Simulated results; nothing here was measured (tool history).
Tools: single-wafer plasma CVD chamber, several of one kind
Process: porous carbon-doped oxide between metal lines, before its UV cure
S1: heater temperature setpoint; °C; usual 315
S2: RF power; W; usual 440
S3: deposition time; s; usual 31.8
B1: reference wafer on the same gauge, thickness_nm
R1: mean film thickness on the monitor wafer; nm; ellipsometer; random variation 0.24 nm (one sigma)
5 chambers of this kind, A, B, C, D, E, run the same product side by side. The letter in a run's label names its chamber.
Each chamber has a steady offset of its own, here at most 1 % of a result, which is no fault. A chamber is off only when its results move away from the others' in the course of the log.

run,hour,S1,S2,S3,B1,R1
1E,6.8,315,440,31.8,169.93,144.73
2C,14.1,315,440,31.8,169.94,145.67
3A,20.4,315,440,31.8,169.85,144.23
4D,26.6,315,440,31.8,169.79,144.4
5B,32.6,306,440,28.1,169.88,135.83
6A,40.4,306,440,28.1,169.83,134.52
7C,44.2,306,440,28.1,169.79,135.76
8D,51.4,306,440,28.1,169.79,133.57
9E,57.9,306,440,28.1,169.8,134.65
# hour 59.8: chamber D: RF generator calibrated
10B,62.3,315,440,31.8,169.71,146.06
11E,67.3,301,505,31.8,169.71,172.56
12A,75.3,301,505,31.8,169.68,171.55
13D,80.9,301,505,31.8,169.75,170.86
14C,88.9,301,505,31.8,169.5,172.82
15B,97,301,505,31.8,169.58,173.08
16D,102.5,315,440,31.8,169.51,143.68
17B,106.7,315,465,31.8,169.46,151.85
18E,112.7,315,465,31.8,169.49,150.63
19C,120.2,315,465,31.8,169.47,151.4
# hour 123.8: chamber C: thermocouple changed; heater temperature recalibrated
20A,128.4,315,465,31.8,169.41,149.89
21A,135.8,315,465,31.8,169.37,150.27
22D,140.8,315,440,31.8,169.31,143.48
23E,145.3,315,440,31.8,169.32,144.21
24B,153,315,440,31.8,169.29,145.34
25C,158.7,315,440,31.8,169.34,145.58
26C,163.7,315,440,31.8,169.18,145.39
27D,169.8,315,440,31.8,169.29,143.11
28B,178.4,315,440,31.8,169.17,145.17
29E,182.9,315,440,31.8,169.14,144.65
30A,190.8,315,440,31.8,169.12,143.54
31B,198.9,308,440,25.9,169.14,123.66
32A,207.1,308,440,25.9,169.07,122.31
33C,215.6,308,440,25.9,169.07,123.71
34D,221.7,308,440,25.9,168.99,121.83
35E,230.1,308,440,25.9,168.86,122.67
36B,234.4,315,440,31.8,168.95,145.02
37C,242.7,315,440,31.8,168.91,145.15
38D,248.1,315,480,26.7,168.86,128.32

Next, every chamber runs the same settings. What will each give?
39A,254.3,310,440,31.8,,?
39B,254.3,310,440,31.8,,?
39C,254.3,310,440,31.8,,?
39D,254.3,310,440,31.8,,?
39E,254.3,310,440,31.8,,?

run,R1
39A,147.41
39B,148.53
39C,149.17
39D,146.71
39E,147.68
